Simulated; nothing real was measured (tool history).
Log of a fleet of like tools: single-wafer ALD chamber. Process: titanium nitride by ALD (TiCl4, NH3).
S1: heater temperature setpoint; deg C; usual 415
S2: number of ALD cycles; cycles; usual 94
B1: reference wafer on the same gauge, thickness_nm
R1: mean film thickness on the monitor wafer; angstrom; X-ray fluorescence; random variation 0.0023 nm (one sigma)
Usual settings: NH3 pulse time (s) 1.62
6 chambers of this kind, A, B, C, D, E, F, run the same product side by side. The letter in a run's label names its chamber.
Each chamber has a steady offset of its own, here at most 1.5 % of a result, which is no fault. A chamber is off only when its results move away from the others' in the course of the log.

{"run": "1C", "hour": 11.9, "S1": 415, "S2": 94, "NH3 pulse time (s)": 1.62, "B1": 1.9399, "R1": 21.001}
{"run": "2D", "hour": 23.2, "S1": 415, "S2": 94, "NH3 pulse time (s)": 1.62, "B1": 1.9399, "R1": 21.003}
{"run": "3A", "hour": 33.0, "S1": 415, "S2": 94, "NH3 pulse time (s)": 1.62, "B1": 1.9405, "R1": 20.77}
{"run": "4F", "hour": 40.9, "S1": 415, "S2": 94, "NH3 pulse time (s)": 1.62, "B1": 1.9415, "R1": 20.548}
{"run": "5E", "hour": 55.0, "S1": 415, "S2": 94, "NH3 pulse time (s)": 1.62, "B1": 1.9414, "R1": 20.788}
{"run": "6B", "hour": 62.8, "S1": 415, "S2": 94, "NH3 pulse time (s)": 1.62, "B1": 1.9409, "R1": 20.805}
{"run": "7B", "hour": 74.4, "S1": 415, "S2": 94, "NH3 pulse time (s)": 1.62, "B1": 1.9412, "R1": 20.871}
{"run": "8C", "hour": 82.6, "S1": 415, "S2": 94, "NH3 pulse time (s)": 1.62, "B1": 1.9419, "R1": 21.03}
{"run": "9A", "hour": 95.9, "S1": 415, "S2": 94, "NH3 pulse time (s)": 1.62, "B1": 1.9417, "R1": 20.774}
{"run": "10D", "hour": 103.2, "S1": 415, "S2": 94, "NH3 pulse time (s)": 1.62, "B1": 1.9416, "R1": 20.984}
{"hour": 105.0, "done": "chamber C: thermocouple changed; heater temperature recalibrated"}
{"run": "11E", "hour": 110.1, "S1": 415, "S2": 94, "NH3 pulse time (s)": 1.62, "B1": 1.9428, "R1": 20.795}
{"run": "12F", "hour": 122.7, "S1": 415, "S2": 94, "NH3 pulse time (s)": 1.62, "B1": 1.9424, "R1": 20.543}
{"run": "13F", "hour": 134.0, "S1": 415, "S2": 94, "NH3 pulse time (s)": 1.62, "B1": 1.9422, "R1": 20.559}
{"run": "14B", "hour": 143.5, "S1": 415, "S2": 94, "NH3 pulse time (s)": 1.62, "B1": 1.9433, "R1": 20.876}
{"run": "15E", "hour": 158.0, "S1": 415, "S2": 94, "NH3 pulse time (s)": 1.62, "B1": 1.9434, "R1": 20.798}
{"run": "16A", "hour": 167.0, "S1": 415, "S2": 94, "NH3 pulse time (s)": 1.62, "B1": 1.9431, "R1": 20.795}
{"run": "17D", "hour": 175.9, "S1": 415, "S2": 111, "NH3 pulse time (s)": 1.62, "B1": 1.9435, "R1": 24.841}
{"run": "18C", "hour": 186.9, "S1": 415, "S2": 111, "NH3 pulse time (s)": 1.62, "B1": 1.944, "R1": 24.808}
{"run": "19D", "hour": 195.9, "S1": 415, "S2": 111, "NH3 pulse time (s)": 1.62, "B1": 1.9436, "R1": 24.821}
{"run": "20E", "hour": 208.8, "S1": 415, "S2": 111, "NH3 pulse time (s)": 1.62, "B1": 1.9437, "R1": 24.575}
{"run": "21B", "hour": 217.9, "S1": 415, "S2": 111, "NH3 pulse time (s)": 1.62, "B1": 1.9437, "R1": 24.671}
{"run": "22C", "hour": 224.8, "S1": 415, "S2": 111, "NH3 pulse time (s)": 1.62, "B1": 1.9441, "R1": 24.812}
{"run": "23A", "hour": 234.3, "S1": 415, "S2": 83, "NH3 pulse time (s)": 1.32, "B1": 1.9443, "R1": 18.246}
{"hour": 240.5, "done": "chamber F: thermocouple changed; heater temperature recalibrated"}
{"run": "24F", "hour": 242.9, "S1": 415, "S2": 83, "NH3 pulse time (s)": 1.32, "B1": 1.9446, "R1": 18.052}
{"run": "25B", "hour": 252.7, "S1": 415, "S2": 83, "NH3 pulse time (s)": 1.32, "B1": 1.945, "R1": 18.319}
{"run": "26E", "hour": 266.5, "S1": 415, "S2": 83, "NH3 pulse time (s)": 1.32, "B1": 1.9453, "R1": 18.23}
{"run": "27C", "hour": 280.8, "S1": 415, "S2": 83, "NH3 pulse time (s)": 1.32, "B1": 1.9457, "R1": 18.451}
{"run": "28F", "hour": 291.0, "S1": 415, "S2": 83, "NH3 pulse time (s)": 1.32, "B1": 1.9459, "R1": 18.053}
{"run": "29D", "hour": 303.1, "S1": 415, "S2": 94, "NH3 pulse time (s)": 1.62, "B1": 1.9461, "R1": 20.994}
{"run": "30A", "hour": 310.3, "S1": 415, "S2": 94, "NH3 pulse time (s)": 1.62, "B1": 1.9464, "R1": 20.829}
{"run": "31C", "hour": 317.4, "S1": 415, "S2": 94, "NH3 pulse time (s)": 1.62, "B1": 1.9461, "R1": 21.048}
{"run": "32A", "hour": 326.9, "S1": 415, "S2": 94, "NH3 pulse time (s)": 1.62, "B1": 1.9462, "R1": 20.839}
{"run": "33B", "hour": 336.8, "S1": 415, "S2": 94, "NH3 pulse time (s)": 1.62, "B1": 1.9471, "R1": 20.916}
{"run": "34F", "hour": 346.0, "S1": 415, "S2": 94, "NH3 pulse time (s)": 1.62, "B1": 1.9467, "R1": 20.597}
{"run": "35D", "hour": 352.9, "S1": 415, "S2": 94, "NH3 pulse time (s)": 1.62, "B1": 1.9473, "R1": 21.044}
{"run": "36E", "hour": 361.6, "S1": 415, "S2": 94, "NH3 pulse time (s)": 1.62, "B1": 1.947, "R1": 20.853}
{"run": "37D", "hour": 371.9, "S1": 415, "S2": 94, "NH3 pulse time (s)": 1.62, "B1": 1.9473, "R1": 21.032}
{"run": "38A", "hour": 386.4, "S1": 415, "S2": 94, "NH3 pulse time (s)": 1.62, "B1": 1.9475, "R1": 20.843}
{"run": "39B", "hour": 394.5, "S1": 415, "S2": 94, "NH3 pulse time (s)": 1.62, "B1": 1.9477, "R1": 20.961}
{"run": "40E", "hour": 401.6, "S1": 415, "S2": 94, "NH3 pulse time (s)": 1.62, "B1": 1.9481, "R1": 20.844}
{"run": "41F", "hour": 412.3, "S1": 415, "S2": 94, "NH3 pulse time (s)": 1.62, "B1": 1.9484, "R1": 20.639}
{"run": "42C", "hour": 426.0, "S1": 415, "S2": 94, "NH3 pulse time (s)": 1.62, "B1": 1.9485, "R1": 21.113}

Is one chamber off against the others, does the gauge drift, or is nothing wrong? If a chamber is off, say which, and what the likeliest cause is.

The gauge drifts, so all chambers seem to drift together. No chamber is off.
Cause: gauge reads high (%) = 0.448.

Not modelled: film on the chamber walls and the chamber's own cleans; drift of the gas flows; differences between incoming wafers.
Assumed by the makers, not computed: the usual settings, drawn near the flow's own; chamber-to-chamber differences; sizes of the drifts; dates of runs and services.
